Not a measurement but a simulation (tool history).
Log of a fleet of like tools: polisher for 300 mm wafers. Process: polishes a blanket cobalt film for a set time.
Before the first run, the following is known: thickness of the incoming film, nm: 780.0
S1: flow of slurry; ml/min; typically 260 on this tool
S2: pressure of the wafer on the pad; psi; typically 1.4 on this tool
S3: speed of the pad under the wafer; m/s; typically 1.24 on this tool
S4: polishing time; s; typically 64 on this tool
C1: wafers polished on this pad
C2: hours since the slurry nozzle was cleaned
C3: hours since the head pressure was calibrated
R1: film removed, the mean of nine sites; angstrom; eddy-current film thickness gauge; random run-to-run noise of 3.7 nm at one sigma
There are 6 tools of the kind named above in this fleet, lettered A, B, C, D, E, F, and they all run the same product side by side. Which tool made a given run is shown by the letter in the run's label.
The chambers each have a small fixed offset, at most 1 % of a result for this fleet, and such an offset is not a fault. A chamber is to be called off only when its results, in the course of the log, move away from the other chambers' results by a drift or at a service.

| run | hour | S1 | S2 | S3 | S4 | C1 | C2 | C3 | R1 |
|---|---|---|---|---|---|---|---|---|---|
| 1D | 12.7 | 260 | 1.4 | 1.24 | 64 | 310 | 41.0 | 98.1 | 2896.5 |
|  | 20.6 | chamber C: worn pad replaced by a new one |
| 2C | 21.2 | 260 | 1.4 | 1.24 | 64 | 8 | 218.8 | 575.4 | 2945.3 |
|  | 28.6 | chamber E: worn pad replaced by a new one |
| 3F | 37.4 | 260 | 1.4 | 1.24 | 64 | 638 | 432.8 | 235.9 | 2825.8 |
|  | 46.3 | chamber E: head pressure recalibrated |
| 4E | 48.5 | 260 | 1.4 | 1.24 | 64 | 257 | 449.1 | 2.2 | 2891.2 |
|  | 52.1 | chamber B: worn pad replaced by a new one |
| 5B | 58.9 | 260 | 1.4 | 1.24 | 64 | 88 | 757.8 | 435.4 | 2837.4 |
|  | 61.2 | chamber D: worn pad replaced by a new one |
|  | 64.0 | chamber E: slurry nozzle cleaned |
| 6A | 70.2 | 260 | 1.4 | 1.24 | 64 | 965 | 553.7 | 431.0 | 2872.2 |
|  | 71.2 | chamber A: worn pad replaced by a new one |
|  | 77.0 | chamber F: worn pad replaced by a new one |
| 7B | 78.6 | 330 | 1.4 | 1.24 | 64 | 343 | 777.5 | 455.1 | 2890.8 |
| 8C | 85.8 | 330 | 1.4 | 1.24 | 64 | 842 | 283.4 | 640.0 | 2920.7 |
| 9E | 95.5 | 330 | 1.4 | 1.24 | 64 | 864 | 31.6 | 49.2 | 2875.7 |
|  | 96.1 | chamber F: slurry nozzle cleaned |
| 10D | 105.7 | 330 | 1.4 | 1.24 | 64 | 575 | 134.0 | 191.1 | 2894.3 |
|  | 107.8 | chamber C: slurry nozzle cleaned |
| 11F | 115.6 | 330 | 1.4 | 1.24 | 64 | 499 | 19.6 | 314.1 | 2951.7 |
|  | 119.4 | chamber E: worn pad replaced by a new one |
|  | 122.7 | chamber C: worn pad replaced by a new one |
| 12A | 126.6 | 330 | 1.4 | 1.24 | 64 | 716 | 610.1 | 487.4 | 2913.0 |
| 13B | 136.1 | 260 | 1.4 | 1.24 | 64 | 1085 | 835.0 | 512.6 | 2857.6 |
|  | 142.0 | chamber D: worn pad replaced by a new one |
|  | 142.8 | chamber B: worn pad replaced by a new one |
|  | 144.0 | chamber A: worn pad replaced by a new one |
| 14C | 144.2 | 260 | 1.4 | 1.24 | 64 | 277 | 36.4 | 698.4 | 2913.9 |
| 15F | 155.5 | 260 | 1.4 | 1.60 | 64 | 1014 | 59.5 | 354.0 | 3764.4 |
|  | 155.8 | chamber B: slurry nozzle cleaned |
|  | 158.3 | chamber F: worn pad replaced by a new one |
| 16E | 166.1 | 260 | 1.4 | 1.60 | 64 | 603 | 102.2 | 119.8 | 3781.2 |
| 17D | 181.4 | 260 | 1.4 | 1.60 | 64 | 509 | 209.7 | 266.8 | 3657.5 |
| 18A | 193.3 | 260 | 1.4 | 1.60 | 64 | 637 | 676.8 | 554.1 | 3649.6 |
|  | 198.9 | chamber E: worn pad replaced by a new one |
| 19D | 205.8 | 260 | 1.4 | 1.60 | 64 | 824 | 234.1 | 291.2 | 3739.3 |
|  | 215.1 | chamber B: worn pad replaced by a new one |
|  | 216.9 | chamber C: worn pad replaced by a new one |
|  | 220.2 | chamber D: worn pad replaced by a new one |
| 20F | 221.8 | 260 | 1.4 | 1.60 | 64 | 820 | 125.8 | 420.3 | 3711.9 |
| 21E | 231.3 | 260 | 1.4 | 1.24 | 64 | 419 | 167.4 | 185.0 | 2902.9 |
|  | 232.6 | chamber A: worn pad replaced by a new one |
|  | 233.3 | chamber C: head pressure recalibrated |
|  | 237.5 | chamber A: slurry nozzle cleaned |
| 22A | 242.4 | 260 | 1.4 | 1.24 | 64 | 127 | 4.9 | 603.2 | 2873.1 |
| 23C | 253.4 | 260 | 1.4 | 1.24 | 64 | 471 | 145.6 | 20.1 | 2856.1 |
|  | 254.2 | chamber F: worn pad replaced by a new one |
| 24B | 262.2 | 260 | 1.4 | 1.24 | 64 | 608 | 106.5 | 638.7 | 2956.4 |
| 25F | 276.6 | 260 | 1.4 | 1.24 | 64 | 290 | 180.6 | 475.1 | 2873.4 |
| 26E | 291.0 | 260 | 1.4 | 1.24 | 64 | 1190 | 227.1 | 244.7 | 2913.6 |
|  | 294.8 | chamber E: worn pad replaced by a new one |
|  | 299.0 | chamber C: worn pad replaced by a new one |
| 27D | 301.3 | 260 | 1.4 | 1.42 | 64 | 1048 | 329.6 | 386.7 | 3172.2 |
|  | 302.2 | chamber B: worn pad replaced by a new one |
|  | 307.4 | chamber D: worn pad replaced by a new one |
| 28B | 314.4 | 260 | 1.4 | 1.42 | 64 | 158 | 158.7 | 690.9 | 3562.9 |
| 29C | 326.7 | 260 | 1.4 | 1.42 | 64 | 358 | 218.9 | 93.4 | 3288.0 |
|  | 328.6 | chamber A: worn pad replaced by a new one |
| 30A | 342.2 | 260 | 1.4 | 1.42 | 64 | 176 | 104.7 | 703.0 | 3326.4 |
|  | 346.4 | chamber F: worn pad replaced by a new one |
| 31D | 349.9 | 260 | 1.4 | 1.42 | 64 | 550 | 378.2 | 435.3 | 3259.2 |
| 32A | 365.5 | 260 | 1.4 | 1.42 | 64 | 477 | 128.0 | 726.3 | 3299.2 |
| 33C | 373.7 | 260 | 1.4 | 1.24 | 64 | 965 | 265.9 | 140.4 | 2954.4 |
|  | 378.9 | chamber D: worn pad replaced by a new one |
| 34B | 384.3 | 260 | 1.4 | 1.24 | 64 | 1061 | 228.6 | 760.8 | 3206.9 |
|  | 387.8 | chamber E: worn pad replaced by a new one |
| 35F | 400.4 | 260 | 1.4 | 1.24 | 64 | 698 | 304.4 | 598.9 | 2874.7 |
|  | 401.8 | chamber E: head pressure recalibrated |
| 36E | 411.2 | 260 | 1.4 | 1.24 | 64 | 302 | 347.3 | 9.4 | 2856.3 |
| 37D | 419.2 | 260 | 1.4 | 1.40 | 64 | 521 | 447.5 | 504.6 | 3117.2 |

Is one chamber out of step, is the gauge drifting, or do the chambers differ by no more than their own small offsets? For an off chamber, give its letter and the likeliest cause.

Little by little, chamber B moves away from the other chambers.
Most likely cause: head's pressure above its setpoint, % = 9.36.

Chamber B could run next with any of the 4 candidate recipes listed below; each alters the usual settings, and their results appear as question marks. Which one brings its results back in line with what the other chambers deliver on the usual settings?
Allowed miss from the other chambers' usual-settings mean, per result, to count as in line: R1 130.0 angstrom
| 38B-1 | 430.8 | 260 | 1.3 | 1.12 | 64 |  |  |  | ? |
| 38B-2 | 430.8 | 265 | 1.7 | 1.24 | 64 |  |  |  | ? |
| 38B-3 | 430.8 | 260 | 1.4 | 1.18 | 61 |  |  |  | ? |
| 38B-4 | 430.8 | 260 | 1.4 | 1.30 | 67 |  |  |  | ? |

The mean the other chambers reach with the usual settings: R1 2863.5 angstrom
| run | R1 |
|---|---|
| 38B-1 | 2637.8 |
| 38B-2 | 3823.4 |
| 38B-3 | 2851.0 |
| 38B-4 | 3445.8 |
38B-3 puts the chamber back in line with the other chambers.
